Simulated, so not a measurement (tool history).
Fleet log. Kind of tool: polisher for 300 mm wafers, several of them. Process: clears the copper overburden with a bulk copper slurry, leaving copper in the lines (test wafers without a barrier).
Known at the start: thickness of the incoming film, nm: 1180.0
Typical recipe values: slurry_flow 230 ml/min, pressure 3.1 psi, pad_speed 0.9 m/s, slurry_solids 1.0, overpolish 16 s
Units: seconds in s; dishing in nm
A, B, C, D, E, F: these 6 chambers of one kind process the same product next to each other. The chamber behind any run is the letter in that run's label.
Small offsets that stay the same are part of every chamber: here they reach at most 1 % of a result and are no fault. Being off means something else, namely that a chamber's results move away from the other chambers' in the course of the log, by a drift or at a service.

run	hour	slurry_flow	pressure	pad_speed	slurry_solids	overpolish	wafers polished on this pad	hours since the slurry nozzle was cleaned	hours since the head pressure was calibrated	hours since the slurry blender was calibrated	seconds	dishing
1A	10.2	230	3.1	0.9	1.0	16	69	471.3	956.3	148.3	147.86	59.528
# hour 11.9: chamber F: worn pad replaced by a new one
2C	21.2	230	3.1	0.9	1.0	16	1616	154.4	112.9	72.4	151.63	57.758
# hour 23.5: chamber E: slurry blender recalibrated
# hour 23.7: chamber C: worn pad replaced by a new one
# hour 28.1: chamber D: worn pad replaced by a new one
3D	31.6	230	3.1	0.9	1.0	16	20	57.4	216.9	116.1	148.48	60.254
4B	39.8	230	3.1	0.9	1.0	16	691	256.1	496.3	119.6	148.85	60.419
5E	47.1	230	3.1	0.9	1.0	16	1064	91.0	747.6	23.6	148.67	59.764
# hour 47.3: chamber B: slurry blender recalibrated
6F	54.5	230	3.1	0.9	1.0	16	253	418.6	108.2	206.1	142.10	60.905
7F	60.8	230	3.1	0.9	1.0	16	291	424.9	114.5	212.4	143.81	63.482
# hour 66.1: chamber E: worn pad replaced by a new one
8C	69.8	230	3.1	0.9	1.0	16	274	203.0	161.5	121.0	146.47	61.052
9A	77.3	230	3.1	0.9	1.0	16	468	538.4	1023.4	215.4	148.86	58.463
# hour 78.0: chamber C: slurry blender recalibrated
# hour 78.4: chamber A: head pressure recalibrated
10B	88.4	230	3.1	0.9	1.0	16	980	304.7	544.9	41.1	145.22	57.479
# hour 91.4: chamber F: slurry blender recalibrated
11E	99.5	230	3.1	0.9	1.0	16	198	143.4	800.0	76.0	149.87	59.209
12D	108.9	230	3.1	0.9	1.0	16	480	134.7	294.2	193.4	149.35	61.136
# hour 113.3: chamber B: slurry nozzle cleaned
# hour 119.0: chamber F: worn pad replaced by a new one
13B	120.1	230	3.1	0.9	1.0	16	1169	6.9	576.6	72.8	143.87	57.620
# hour 127.4: chamber A: slurry blender recalibrated
14E	127.6	230	3.1	0.9	1.0	16	365	171.5	828.1	104.1	143.43	57.600
15D	138.8	230	3.1	0.9	1.0	16	658	164.6	324.1	223.3	144.89	59.006
# hour 145.1: chamber A: worn pad replaced by a new one
16F	147.3	230	3.1	0.9	1.0	16	168	511.4	201.0	55.9	146.85	60.059
17A	154.2	230	3.1	0.9	1.0	16	54	615.3	75.8	26.8	147.69	58.038
18C	162.2	230	3.1	0.9	1.0	16	824	295.4	253.9	84.3	144.78	61.001
19A	169.5	230	3.1	0.9	1.0	16	145	630.6	91.1	42.1	148.37	58.928
20E	181.3	230	3.1	0.9	1.0	16	685	225.2	881.8	157.8	144.47	57.555
# hour 190.7: chamber B: slurry blender recalibrated
21F	190.9	230	3.1	0.9	1.0	16	427	555.0	244.6	99.5	145.33	60.564
# hour 194.8: chamber D: worn pad replaced by a new one
22C	198.3	230	3.1	0.9	1.3	16	1038	331.5	290.0	120.4	141.09	60.762
23D	209.4	230	3.1	0.9	1.3	16	87	235.2	394.7	293.9	133.29	62.131
# hour 211.8: chamber F: worn pad replaced by a new one
24B	217.8	230	3.1	0.9	1.3	16	1750	104.6	674.3	27.2	145.17	59.515
25E	227.7	230	3.1	0.9	1.3	16	961	271.6	928.2	204.2	139.02	60.247
# hour 228.6: chamber C: slurry blender recalibrated
# hour 229.7: chamber A: slurry nozzle cleaned
26F	238.6	230	3.1	0.9	1.3	16	159	602.7	292.3	147.2	136.64	60.080
27C	249.6	230	3.1	0.9	1.3	16	1343	382.8	341.3	21.0	142.82	61.398
28B	260.3	230	3.1	0.9	1.0	16	2002	147.1	716.8	69.7	153.61	56.941
# hour 265.4: chamber D: slurry nozzle cleaned
29D	270.9	230	3.1	0.9	1.0	16	452	5.5	456.2	355.4	146.71	59.039
# hour 274.6: chamber E: slurry blender recalibrated
30A	276.1	230	3.1	0.9	1.0	25	779	46.4	197.7	148.7	148.50	73.382
31D	281.3	230	3.1	0.9	1.0	25	514	15.9	466.6	365.8	146.83	69.519
32A	292.4	230	3.1	0.9	1.0	25	876	62.7	214.0	165.0	152.57	73.570
# hour 293.7: chamber C: worn pad replaced by a new one
# hour 294.1: chamber E: worn pad replaced by a new one
33C	301.2	230	3.1	0.9	1.0	25	44	434.4	392.9	72.6	147.95	71.407
34B	306.7	230	3.1	0.9	1.0	25	2278	193.5	763.2	116.1	155.23	69.544
# hour 312.8: chamber A: worn pad replaced by a new one
# hour 315.0: chamber D: slurry blender recalibrated
# hour 315.1: chamber F: worn pad replaced by a new one
35F	316.9	230	3.1	0.9	1.0	25	11	681.0	370.6	225.5	148.61	69.835
36E	323.9	230	3.1	0.9	1.0	16	177	367.8	1024.4	49.4	148.29	60.025
37B	331.4	230	3.1	1.0	1.0	10	2425	218.2	787.9	140.8	143.86	45.494
38E	337.9	230	3.1	1.0	1.0	10	260	381.8	1038.4	63.4	134.12	46.763
39A	344.8	230	3.1	1.0	1.0	10	190	115.1	266.4	217.4	128.44	47.120
40C	353.5	230	3.1	1.0	1.0	10	355	486.7	445.2	124.9	134.31	48.437
# hour 356.4: chamber F: slurry blender recalibrated
41F	365.0	230	3.1	1.0	1.0	10	297	729.1	418.7	8.7	134.95	49.473
42D	375.4	230	3.1	1.0	1.0	10	1074	110.0	560.7	60.5	130.50	49.125
43C	385.6	230	3.1	0.9	1.0	16	546	518.8	477.3	157.0	149.08	59.329

For the next run the whole fleet of 6 chambers uses the same settings. Give each chamber's results:
44A	394.1	230	3.1	0.9	1.0	16					?	?
44B	394.1	230	3.1	0.9	1.0	16					?	?
44C	394.1	230	3.1	0.9	1.0	16					?	?
44D	394.1	230	3.1	0.9	1.0	16					?	?
44E	394.1	230	3.1	0.9	1.0	16					?	?
44F	394.1	230	3.1	0.9	1.0	16					?	?

run	seconds	dishing
44A	151.25	57.704
44B	163.69	57.225
44C	147.16	60.051
44D	142.12	60.240
44E	146.60	59.158
44F	150.93	60.073

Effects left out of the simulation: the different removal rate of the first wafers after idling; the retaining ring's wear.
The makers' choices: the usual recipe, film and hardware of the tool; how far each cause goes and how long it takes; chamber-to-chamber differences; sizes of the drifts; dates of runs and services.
